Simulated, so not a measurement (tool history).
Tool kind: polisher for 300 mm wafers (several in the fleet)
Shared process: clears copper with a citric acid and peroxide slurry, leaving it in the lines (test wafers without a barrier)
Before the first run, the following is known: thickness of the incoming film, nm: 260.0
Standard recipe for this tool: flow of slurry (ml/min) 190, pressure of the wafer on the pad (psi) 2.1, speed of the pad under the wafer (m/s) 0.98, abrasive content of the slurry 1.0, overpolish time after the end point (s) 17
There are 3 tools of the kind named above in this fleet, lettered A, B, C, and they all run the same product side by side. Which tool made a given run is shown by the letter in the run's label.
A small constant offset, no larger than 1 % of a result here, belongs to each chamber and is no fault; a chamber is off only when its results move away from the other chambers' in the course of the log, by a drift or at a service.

run   hour  flow of slurry (ml/min)  pressure of the wafer on the pad (psi)  speed of the pad under the wafer (m/s)  abrasive content of the slurry  overpolish time after the end point (s)  time until the end point was called (s)  dishing of a wide line in a test structure (angstrom)
 1B    7.6                      190                                     2.1                                    0.98                             1.0                                       17                                   160.17                                                 192.51
 2A   16.5                      190                                     2.1                                    0.98                             1.0                                       17                                   162.51                                                 193.24
      22.5  -- chamber C: slurry blender recalibrated
 3C   31.0                      190                                     2.1                                    0.98                             1.0                                       17                                   165.51                                                 189.56
 4C   38.5                      190                                     2.1                                    0.98                             1.0                                       17                                   164.70                                                 193.41
 5A   51.1                      190                                     2.1                                    0.84                             1.1                                       17                                   185.32                                                 168.78
 6B   64.1                      190                                     2.1                                    0.84                             1.1                                       17                                   186.13                                                 173.33
 7A   73.7                      190                                     2.1                                    0.84                             1.1                                       17                                   188.10                                                 168.81
 8B   80.7                      190                                     2.1                                    0.98                             1.0                                       17                                   160.53                                                 194.23
 9C   95.3                      190                                     2.1                                    0.98                             1.0                                       17                                   161.96                                                 192.62
10B  102.1                      190                                     2.1                                    0.98                             1.0                                       17                                   164.23                                                 191.45
11A  111.3                      190                                     2.1                                    0.98                             1.0                                       17                                   163.86                                                 196.16
12C  118.6                      190                                     2.1                                    0.84                             1.0                                       17                                   193.51                                                 165.54
13C  132.3                      190                                     2.1                                    0.84                             1.0                                       17                                   190.23                                                 165.97
14A  138.9                      190                                     2.1                                    0.84                             1.0                                       17                                   186.14                                                 167.24
     139.2  -- chamber B: slurry blender recalibrated
     142.8  -- chamber A: slurry nozzle cleaned
15B  146.7                      190                                     1.8                                    1.10                             1.0                                       17                                   166.91                                                 187.41
16B  161.1                      190                                     1.8                                    1.10                             1.0                                       17                                   170.12                                                 184.25
17C  169.6                      190                                     1.8                                    1.10                             1.0                                       17                                   173.11                                                 184.52
     172.6  -- chamber B: head pressure recalibrated
     173.5  -- chamber C: head pressure recalibrated
18A  180.5                      190                                     2.1                                    0.98                             1.0                                       17                                   166.55                                                 194.66
19A  194.2                      190                                     2.1                                    0.98                             1.0                                       17                                   166.04                                                 190.93
20B  205.5                      190                                     1.8                                    0.98                             1.0                                       17                                   189.89                                                 168.56
21C  213.9                      190                                     1.8                                    0.98                             1.0                                       17                                   173.53                                                 182.68
     226.2  -- chamber B: worn pad replaced by a new one
22C  227.9                      190                                     1.8                                    0.98                             1.0                                       17                                   172.52                                                 181.17
     230.2  -- chamber C: worn pad replaced by a new one
23B  238.3                      190                                     2.1                                    0.98                             1.0                                       17                                   165.10                                                 197.79
     240.3  -- chamber A: worn pad replaced by a new one
24A  246.9                      190                                     2.1                                    0.98                             1.0                                       17                                   162.41                                                 190.94
25B  257.6                      190                                     2.1                                    0.98                             1.3                                       17                                   155.73                                                 203.92
26C  266.3                      190                                     2.1                                    0.98                             1.3                                       17                                   145.90                                                 218.78
27A  280.7                      190                                     2.1                                    0.98                             1.3                                       17                                   157.00                                                 201.10
     284.6  -- chamber B: slurry blender recalibrated
28B  295.0                      190                                     2.1                                    0.98                             1.0                                       17                                   165.96                                                 192.69
29C  307.5                      190                                     2.1                                    0.98                             1.0                                       17                                   151.22                                                 210.42
30A  316.9                      190                                     2.1                                    0.98                             1.0                                       17                                   161.88                                                 191.95
31C  329.9                      190                                     2.1                                    0.98                             1.0                                       17                                   149.68                                                 210.62

Each of the 3 chambers runs these same settings next. Fill in every chamber's results:
32A  340.4                      190                                     2.1                                    0.98                             1.0                                       17                                        ?                                                      ?
32B  340.4                      190                                     2.1                                    0.98                             1.0                                       17                                        ?                                                      ?
32C  340.4                      190                                     2.1                                    0.98                             1.0                                       17                                        ?                                                      ?

run  time until the end point was called (s)  dishing of a wide line in a test structure (angstrom)
32A                                   163.21                                                 189.30
32B                                   166.47                                                 187.74
32C                                   153.78                                                 203.78
